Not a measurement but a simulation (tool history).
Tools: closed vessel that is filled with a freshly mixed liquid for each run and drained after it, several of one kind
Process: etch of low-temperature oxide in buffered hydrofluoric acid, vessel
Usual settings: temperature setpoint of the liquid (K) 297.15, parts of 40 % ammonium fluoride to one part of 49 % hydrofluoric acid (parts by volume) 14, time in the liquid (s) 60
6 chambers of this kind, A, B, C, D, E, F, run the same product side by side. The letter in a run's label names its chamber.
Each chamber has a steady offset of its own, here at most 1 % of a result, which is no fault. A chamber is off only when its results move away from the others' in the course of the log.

run   hour  temperature setpoint of the liquid (K)  parts of 40 % ammonium fluoride to one part of 49 % hydrofluoric acid (parts by volume)  time in the liquid (s)  read-back film thickness of the low-temperature oxide reference wafer, read on the same gauge (nm)  thickness taken off the low-temperature oxide on a monitor wafer (Å)
 1C    5.9                                  297.15                                                                                       14                      60                                                                                              70.037                                                                1484.3
 2F   13.5                                  297.15                                                                                       14                      60                                                                                              70.016                                                                1470.1
 3A   19.4                                  297.15                                                                                       14                      60                                                                                              70.002                                                                1483.3
 4E   23.6                                  297.15                                                                                       14                      60                                                                                              70.002                                                                1475.1
 5D   28.5                                  297.15                                                                                       14                      60                                                                                              70.013                                                                1462.2
 6B   35.7                                  297.15                                                                                       14                      60                                                                                              69.998                                                                1477.8
 7D   44.4                                  297.15                                                                                       14                      60                                                                                              70.025                                                                1446.8
 8C   48.6                                  297.15                                                                                       14                      60                                                                                              70.018                                                                1477.9
 9A     56                                  297.15                                                                                       14                      60                                                                                              69.989                                                                1494.6
10B   62.7                                  297.15                                                                                       14                      60                                                                                              69.993                                                                1460.7
11E   66.7                                  297.15                                                                                       14                      35                                                                                              70.004                                                                879.89
12F   70.6                                  297.15                                                                                       14                      35                                                                                              70.009                                                                843.95
13C   77.7                                  297.15                                                                                       14                      35                                                                                              70.014                                                                874.24
14A   85.6                                  297.15                                                                                       14                      35                                                                                              69.981                                                                860.79
15B   91.5                                  297.15                                                                                       14                      35                                                                                              70.017                                                                 866.8
16E   99.8                                  297.15                                                                                       14                      35                                                                                              70.009                                                                871.96
17F    108                                  297.15                                                                                       14                      60                                                                                              69.993                                                                1446.3
18D  114.7                                  297.15                                                                                       14                      60                                                                                              69.987                                                                1460.7
19A  122.2                                  297.15                                                                                       14                      60                                                                                              70.019                                                                1495.9
20E  129.4                                  301.15                                                                                       14                      80                                                                                               69.99                                                                  2467
21C  133.6                                  301.15                                                                                       14                      80                                                                                              70.004                                                                2466.7
22B  137.6                                  301.15                                                                                       14                      80                                                                                              69.988                                                                2470.4
23F    143                                  301.15                                                                                       14                      80                                                                                               69.99                                                                2350.8
24D  149.9                                  301.15                                                                                       14                      80                                                                                              70.022                                                                2400.1
25C  154.9                                  301.15                                                                                       14                      80                                                                                              70.023                                                                2486.1
26B  159.4                                  297.15                                                                                       14                      60                                                                                              69.995                                                                1478.1
27F  167.8                                  297.15                                                                                       14                      60                                                                                              70.002                                                                1389.5
28D  175.3                                  297.15                                                                                       14                      60                                                                                              70.017                                                                1482.7
29A  182.7                                  297.15                                                                                       14                      60                                                                                                  70                                                                1479.3
30E  188.3                                  297.15                                                                                       14                      60                                                                                              70.012                                                                1467.6
31C    196                                  297.15                                                                                       14                      60                                                                                              69.994                                                                1483.2
32D  203.9                                  297.15                                                                                       14                      60                                                                                              70.015                                                                1461.7
33F  211.9                                  297.15                                                                                       14                      60                                                                                              69.983                                                                1377.8
34E  219.6                                  297.15                                                                                       14                      60                                                                                              69.995                                                                1502.5
35B  223.4                                  297.15                                                                                       14                      60                                                                                              69.994                                                                1484.6
36A  228.3                                  297.15                                                                                       14                      60                                                                                              69.998                                                                1483.6
37A  233.1                                  297.15                                                                                       14                      60                                                                                              69.979                                                                1488.2
38C  239.2                                  297.15                                                                                      9.5                      45                                                                                              69.989                                                                1610.1
39F    248                                  297.15                                                                                      9.5                      45                                                                                               70.01                                                                1433.3
40D  253.2                                  297.15                                                                                      9.5                      45                                                                                              69.986                                                                1562.2
41B  257.7                                  297.15                                                                                      9.5                      45                                                                                              69.993                                                                1607.9
42E  266.2                                  297.15                                                                                      9.5                      45                                                                                              70.013                                                                1606.4
43C    275                                  297.15                                                                                      9.5                      45                                                                                              69.995                                                                1617.2

What goes on in this fleet: one chamber off, a drifting gauge, or nothing beyond the chambers' own small offsets? Name the chamber and the cause, if any.

Chamber F drifts away from the others.
Cause: liquid colder than its thermometer reads (K) = 2.22.
The log may not tell that from: hydrofluoric acid flow below the setpoint (%).

Here are 4 candidates for chamber F's next run, each the usual settings with a change, their results left as question marks. Which one brings its results back in line with what the others give on the usual settings?
In line means no further than this from the other chambers' mean on the usual settings: thickness taken off the low-temperature oxide on a monitor wafer (Å) 44
44F-1  281.3                                  298.15                                                                                       14                      60                                                                                                                                                                         ?
44F-2  281.3                                  299.65                                                                                       14                      60                                                                                                                                                                         ?
44F-3  281.3                                  296.65                                                                                     14.5                      60                                                                                                                                                                         ?
44F-4  281.3                                  296.65                                                                                       14                      55                                                                                                                                                                         ?

The other chambers' mean on the usual settings: thickness taken off the low-temperature oxide on a monitor wafer (Å) 1481.6
  run  thickness taken off the low-temperature oxide on a monitor wafer (Å)
44F-1                                                                1375.2
44F-2                                                                1492.2
44F-3                                                                1222.9
44F-4                                                                1160.3
44F-2 brings the chamber back in line.
